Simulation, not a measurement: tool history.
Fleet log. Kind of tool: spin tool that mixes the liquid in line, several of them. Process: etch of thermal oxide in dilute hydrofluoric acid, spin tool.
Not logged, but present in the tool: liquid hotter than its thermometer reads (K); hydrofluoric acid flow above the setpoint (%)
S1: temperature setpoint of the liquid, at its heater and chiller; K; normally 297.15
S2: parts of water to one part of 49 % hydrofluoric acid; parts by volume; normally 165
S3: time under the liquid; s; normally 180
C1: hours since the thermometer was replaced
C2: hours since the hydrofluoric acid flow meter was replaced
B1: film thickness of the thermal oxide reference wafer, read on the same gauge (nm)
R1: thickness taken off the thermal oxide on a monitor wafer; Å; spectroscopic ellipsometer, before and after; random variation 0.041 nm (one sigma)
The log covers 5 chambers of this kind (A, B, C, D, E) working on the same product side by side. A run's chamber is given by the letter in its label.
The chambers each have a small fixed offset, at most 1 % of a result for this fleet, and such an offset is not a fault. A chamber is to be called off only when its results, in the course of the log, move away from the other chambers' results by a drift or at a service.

| run | day | S1 | S2 | S3 | C1 | C2 | B1 | R1 |
|---|---|---|---|---|---|---|---|---|
| 1B | 0.450 | 297.15 | 165 | 180 | 595.3 | 619.7 | 39.963 | 45.878 |
| 2A | 0.904 | 297.15 | 165 | 180 | 1743.3 | 1180.6 | 39.995 | 46.253 |
| 3D | 1.317 | 297.15 | 165 | 180 | 396.6 | 756.4 | 40.020 | 46.077 |
|  | 1.642 | chamber D: hydrofluoric acid flow meter replaced |
| 4C | 1.775 | 297.15 | 165 | 180 | 645.7 | 189.9 | 39.951 | 45.559 |
| 5E | 2.042 | 297.15 | 165 | 180 | 292.3 | 483.3 | 39.946 | 46.627 |
| 6D | 2.546 | 297.15 | 165 | 180 | 426.1 | 21.7 | 39.967 | 46.222 |
| 7B | 2.954 | 297.15 | 165 | 180 | 655.4 | 679.8 | 40.000 | 46.760 |
| 8C | 3.238 | 297.15 | 165 | 180 | 680.8 | 225.0 | 40.031 | 45.516 |
| 9E | 3.475 | 297.15 | 165 | 180 | 326.7 | 517.7 | 40.027 | 46.099 |
| 10A | 3.983 | 297.15 | 165 | 180 | 1817.2 | 1254.5 | 39.972 | 46.521 |
| 11A | 4.412 | 297.15 | 240 | 180 | 1827.5 | 1264.8 | 40.005 | 29.626 |
| 12C | 4.829 | 297.15 | 240 | 180 | 719.0 | 263.2 | 40.027 | 29.187 |
| 13B | 5.242 | 297.15 | 240 | 180 | 710.3 | 734.7 | 39.971 | 29.365 |
|  | 5.296 | chamber A: hydrofluoric acid flow meter replaced |
| 14E | 5.683 | 297.15 | 240 | 180 | 379.7 | 570.7 | 40.010 | 30.427 |
| 15D | 6.154 | 297.15 | 240 | 180 | 512.7 | 108.3 | 39.982 | 29.270 |
| 16E | 6.621 | 297.15 | 165 | 250 | 402.2 | 593.2 | 39.977 | 65.055 |
| 17C | 6.854 | 297.15 | 165 | 250 | 767.6 | 311.8 | 40.006 | 63.157 |
| 18B | 7.200 | 297.15 | 165 | 250 | 757.3 | 781.7 | 40.028 | 65.116 |
| 19D | 7.692 | 297.15 | 165 | 250 | 549.6 | 145.2 | 39.974 | 63.543 |
| 20A | 8.129 | 297.15 | 165 | 250 | 1916.7 | 68.1 | 40.020 | 65.369 |
| 21A | 8.375 | 297.15 | 165 | 180 | 1922.6 | 74.0 | 39.961 | 47.298 |
| 22B | 8.679 | 297.15 | 165 | 180 | 792.8 | 817.2 | 39.988 | 48.070 |
| 23D | 9.054 | 297.15 | 165 | 180 | 582.3 | 177.9 | 39.963 | 45.850 |
| 24E | 9.296 | 297.15 | 165 | 145 | 466.4 | 657.4 | 39.994 | 38.401 |
| 25C | 9.529 | 297.15 | 165 | 145 | 831.8 | 376.0 | 40.015 | 37.365 |
| 26C | 9.804 | 297.15 | 165 | 145 | 838.4 | 382.6 | 39.968 | 37.238 |
| 27D | 10.271 | 297.15 | 165 | 145 | 611.5 | 207.1 | 39.970 | 37.516 |
| 28B | 10.604 | 297.15 | 165 | 145 | 839.0 | 863.4 | 40.023 | 39.153 |
| 29A | 11.012 | 297.15 | 165 | 180 | 1985.9 | 137.3 | 40.022 | 46.877 |
| 30E | 11.308 | 297.15 | 230 | 180 | 514.7 | 705.7 | 40.001 | 31.072 |
| 31B | 11.804 | 297.15 | 230 | 180 | 867.8 | 892.2 | 40.067 | 32.419 |
| 32E | 12.121 | 297.15 | 230 | 180 | 534.2 | 725.2 | 40.014 | 31.502 |
| 33C | 12.617 | 297.15 | 230 | 180 | 905.9 | 450.1 | 39.982 | 30.951 |
| 34A | 12.883 | 297.15 | 230 | 180 | 2030.8 | 182.2 | 40.004 | 30.984 |
| 35D | 13.196 | 297.15 | 165 | 215 | 681.7 | 277.3 | 39.995 | 56.262 |
| 36B | 13.421 | 297.15 | 165 | 215 | 906.6 | 931.0 | 40.005 | 58.277 |
| 37D | 13.650 | 297.15 | 165 | 215 | 692.6 | 288.2 | 39.973 | 54.886 |
| 38A | 14.125 | 297.15 | 165 | 215 | 2060.6 | 212.0 | 40.014 | 55.245 |

Predict what each chamber gives when all 5 of them run the settings below next.
| 39A | 14.492 | 297.15 | 165 | 180 |  |  |  | ? |
| 39B | 14.492 | 297.15 | 165 | 180 |  |  |  | ? |
| 39C | 14.492 | 297.15 | 165 | 180 |  |  |  | ? |
| 39D | 14.492 | 297.15 | 165 | 180 |  |  |  | ? |
| 39E | 14.492 | 297.15 | 165 | 180 |  |  |  | ? |

| run | R1 |
|---|---|
| 39A | 46.855 |
| 39B | 48.929 |
| 39C | 45.802 |
| 39D | 46.421 |
| 39E | 46.407 |
